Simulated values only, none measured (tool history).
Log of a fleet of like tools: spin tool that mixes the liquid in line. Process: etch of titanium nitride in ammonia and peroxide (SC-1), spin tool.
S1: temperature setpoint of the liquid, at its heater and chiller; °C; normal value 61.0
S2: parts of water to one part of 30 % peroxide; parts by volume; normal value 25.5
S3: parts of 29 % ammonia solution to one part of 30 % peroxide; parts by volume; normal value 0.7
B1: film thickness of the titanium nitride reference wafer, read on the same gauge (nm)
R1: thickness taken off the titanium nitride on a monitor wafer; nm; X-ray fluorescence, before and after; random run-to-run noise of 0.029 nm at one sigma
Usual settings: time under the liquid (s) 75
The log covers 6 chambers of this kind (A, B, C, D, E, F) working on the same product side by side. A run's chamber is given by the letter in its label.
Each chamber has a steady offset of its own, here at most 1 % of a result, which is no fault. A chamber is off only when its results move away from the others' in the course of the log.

{"run": "1D", "hour": 3.5, "S1": 61.0, "S2": 25.5, "S3": 0.7, "time under the liquid (s)": 75, "B1": 110.0, "R1": 6.2982}
{"run": "2A", "hour": 6.5, "S1": 61.0, "S2": 25.5, "S3": 0.7, "time under the liquid (s)": 75, "B1": 109.97, "R1": 6.4061}
{"run": "3C", "hour": 8.4, "S1": 61.0, "S2": 25.5, "S3": 0.7, "time under the liquid (s)": 75, "B1": 110.02, "R1": 6.3108}
{"run": "4B", "hour": 12.1, "S1": 61.0, "S2": 25.5, "S3": 0.7, "time under the liquid (s)": 75, "B1": 110.0, "R1": 6.2872}
{"run": "5E", "hour": 14.1, "S1": 61.0, "S2": 25.5, "S3": 0.7, "time under the liquid (s)": 75, "B1": 110.0, "R1": 6.3703}
{"run": "6F", "hour": 17.7, "S1": 67.5, "S2": 37.5, "S3": 0.7, "time under the liquid (s)": 75, "B1": 110.0, "R1": 7.7519}
{"run": "7A", "hour": 20.3, "S1": 67.5, "S2": 37.5, "S3": 0.7, "time under the liquid (s)": 75, "B1": 109.99, "R1": 7.7235}
{"run": "8D", "hour": 22.5, "S1": 67.5, "S2": 37.5, "S3": 0.7, "time under the liquid (s)": 75, "B1": 109.99, "R1": 7.6696}
{"run": "9E", "hour": 26.2, "S1": 67.5, "S2": 37.5, "S3": 0.7, "time under the liquid (s)": 75, "B1": 110.02, "R1": 7.7073}
{"run": "10C", "hour": 30.1, "S1": 67.5, "S2": 37.5, "S3": 0.7, "time under the liquid (s)": 75, "B1": 109.99, "R1": 7.7147}
{"hour": 33.0, "done": "chamber A: heated supply line repaired"}
{"run": "11F", "hour": 33.5, "S1": 67.5, "S2": 37.5, "S3": 0.7, "time under the liquid (s)": 75, "B1": 110.0, "R1": 7.6283}
{"run": "12B", "hour": 35.5, "S1": 61.0, "S2": 25.5, "S3": 0.7, "time under the liquid (s)": 75, "B1": 110.0, "R1": 6.2978}
{"hour": 36.5, "done": "chamber F: thermometer replaced"}
{"run": "13D", "hour": 37.6, "S1": 61.0, "S2": 25.5, "S3": 0.7, "time under the liquid (s)": 75, "B1": 109.97, "R1": 6.2342}
{"run": "14B", "hour": 42.0, "S1": 61.0, "S2": 25.5, "S3": 0.7, "time under the liquid (s)": 75, "B1": 109.99, "R1": 6.2608}
{"run": "15C", "hour": 45.0, "S1": 61.0, "S2": 25.5, "S3": 0.7, "time under the liquid (s)": 75, "B1": 109.99, "R1": 6.2566}
{"run": "16E", "hour": 48.0, "S1": 61.0, "S2": 25.5, "S3": 0.7, "time under the liquid (s)": 75, "B1": 109.97, "R1": 6.2879}
{"run": "17F", "hour": 51.5, "S1": 61.0, "S2": 25.5, "S3": 0.7, "time under the liquid (s)": 75, "B1": 110.0, "R1": 6.3467}
{"run": "18A", "hour": 54.0, "S1": 61.0, "S2": 34.5, "S3": 0.7, "time under the liquid (s)": 75, "B1": 110.0, "R1": 5.3597}
{"run": "19F", "hour": 56.6, "S1": 61.0, "S2": 34.5, "S3": 0.7, "time under the liquid (s)": 75, "B1": 110.03, "R1": 5.3552}
{"run": "20D", "hour": 59.5, "S1": 61.0, "S2": 34.5, "S3": 0.7, "time under the liquid (s)": 75, "B1": 110.0, "R1": 5.1966}
{"run": "21B", "hour": 62.6, "S1": 61.0, "S2": 34.5, "S3": 0.7, "time under the liquid (s)": 75, "B1": 110.02, "R1": 5.2667}
{"run": "22C", "hour": 66.0, "S1": 61.0, "S2": 34.5, "S3": 0.7, "time under the liquid (s)": 75, "B1": 110.0, "R1": 5.3104}
{"run": "23E", "hour": 70.1, "S1": 61.0, "S2": 34.5, "S3": 0.7, "time under the liquid (s)": 75, "B1": 110.0, "R1": 5.2726}
{"run": "24A", "hour": 74.3, "S1": 61.0, "S2": 25.5, "S3": 0.7, "time under the liquid (s)": 75, "B1": 110.02, "R1": 6.3822}
{"run": "25A", "hour": 76.5, "S1": 61.0, "S2": 25.5, "S3": 0.7, "time under the liquid (s)": 75, "B1": 110.02, "R1": 6.3865}
{"hour": 79.7, "done": "chamber B: thermometer replaced"}
{"run": "26F", "hour": 80.8, "S1": 61.0, "S2": 25.5, "S3": 0.7, "time under the liquid (s)": 75, "B1": 110.02, "R1": 6.3518}
{"run": "27E", "hour": 82.8, "S1": 61.0, "S2": 25.5, "S3": 0.7, "time under the liquid (s)": 75, "B1": 109.97, "R1": 6.3121}
{"run": "28C", "hour": 87.0, "S1": 61.0, "S2": 25.5, "S3": 0.7, "time under the liquid (s)": 75, "B1": 110.0, "R1": 6.3018}
{"run": "29B", "hour": 89.7, "S1": 61.0, "S2": 25.5, "S3": 0.7, "time under the liquid (s)": 75, "B1": 110.03, "R1": 6.2852}
{"hour": 90.9, "done": "chamber E: new drum of ammonia solution connected"}
{"run": "30D", "hour": 93.6, "S1": 66.5, "S2": 18.5, "S3": 0.7, "time under the liquid (s)": 75, "B1": 110.02, "R1": 10.496}
{"run": "31D", "hour": 96.6, "S1": 66.5, "S2": 18.5, "S3": 0.7, "time under the liquid (s)": 75, "B1": 110.02, "R1": 10.431}
{"run": "32C", "hour": 100.3, "S1": 66.5, "S2": 18.5, "S3": 0.7, "time under the liquid (s)": 75, "B1": 109.99, "R1": 10.747}
{"run": "33F", "hour": 104.7, "S1": 66.5, "S2": 18.5, "S3": 0.7, "time under the liquid (s)": 75, "B1": 109.98, "R1": 10.839}
{"run": "34B", "hour": 107.0, "S1": 66.5, "S2": 18.5, "S3": 0.7, "time under the liquid (s)": 75, "B1": 110.01, "R1": 10.773}
{"run": "35E", "hour": 109.5, "S1": 66.5, "S2": 18.5, "S3": 0.7, "time under the liquid (s)": 75, "B1": 110.0, "R1": 10.723}
{"run": "36A", "hour": 113.1, "S1": 61.0, "S2": 25.5, "S3": 0.7, "time under the liquid (s)": 75, "B1": 109.99, "R1": 6.3729}
{"run": "37D", "hour": 116.2, "S1": 61.0, "S2": 25.5, "S3": 0.7, "time under the liquid (s)": 75, "B1": 109.99, "R1": 6.1008}
{"run": "38B", "hour": 120.6, "S1": 61.0, "S2": 25.5, "S3": 0.7, "time under the liquid (s)": 75, "B1": 109.99, "R1": 6.3489}
{"run": "39A", "hour": 124.8, "S1": 61.0, "S2": 25.5, "S3": 0.7, "time under the liquid (s)": 75, "B1": 109.99, "R1": 6.3251}
{"run": "40E", "hour": 126.8, "S1": 61.0, "S2": 25.5, "S3": 0.7, "time under the liquid (s)": 75, "B1": 109.98, "R1": 6.2976}
{"run": "41C", "hour": 130.1, "S1": 61.0, "S2": 25.5, "S3": 0.7, "time under the liquid (s)": 75, "B1": 109.99, "R1": 6.3402}

What goes on in this fleet: one chamber off, a drifting gauge, or nothing beyond the chambers' own small offsets? Name the chamber and the cause, if any.

Little by little, chamber D moves away from the other chambers.
Cause: liquid colder than its thermometer reads (K) = 0.584.
With only this log, it may be confused with: temperature lost on the way to the wafer (K).

Chamber D could run next with any of the 4 candidate recipes listed below; each alters the usual settings, and their results appear as question marks. Which one brings its results back in line with what the other chambers deliver on the usual settings?
A result is in line if it is within this distance of the other chambers' mean on the usual settings: R1 0.1000 nm
{"run": "42D-1", "hour": 133.2, "S1": 61.5, "S2": 25.0, "S3": 0.7, "time under the liquid (s)": 75, "R1": "?"}
{"run": "42D-2", "hour": 133.2, "S1": 61.0, "S2": 29.0, "S3": 0.7, "time under the liquid (s)": 75, "R1": "?"}
{"run": "42D-3", "hour": 133.2, "S1": 62.0, "S2": 25.0, "S3": 0.7, "time under the liquid (s)": 75, "R1": "?"}
{"run": "42D-4", "hour": 133.2, "S1": 60.5, "S2": 26.0, "S3": 0.7, "time under the liquid (s)": 75, "R1": "?"}

The mean the other chambers reach with the usual settings: R1 6.3207 nm
run=42D-1 R1=6.3294
run=42D-2 R1=5.6328
run=42D-3 R1=6.5388
run=42D-4 R1=5.8018
42D-1 puts the chamber back in line with the other chambers.

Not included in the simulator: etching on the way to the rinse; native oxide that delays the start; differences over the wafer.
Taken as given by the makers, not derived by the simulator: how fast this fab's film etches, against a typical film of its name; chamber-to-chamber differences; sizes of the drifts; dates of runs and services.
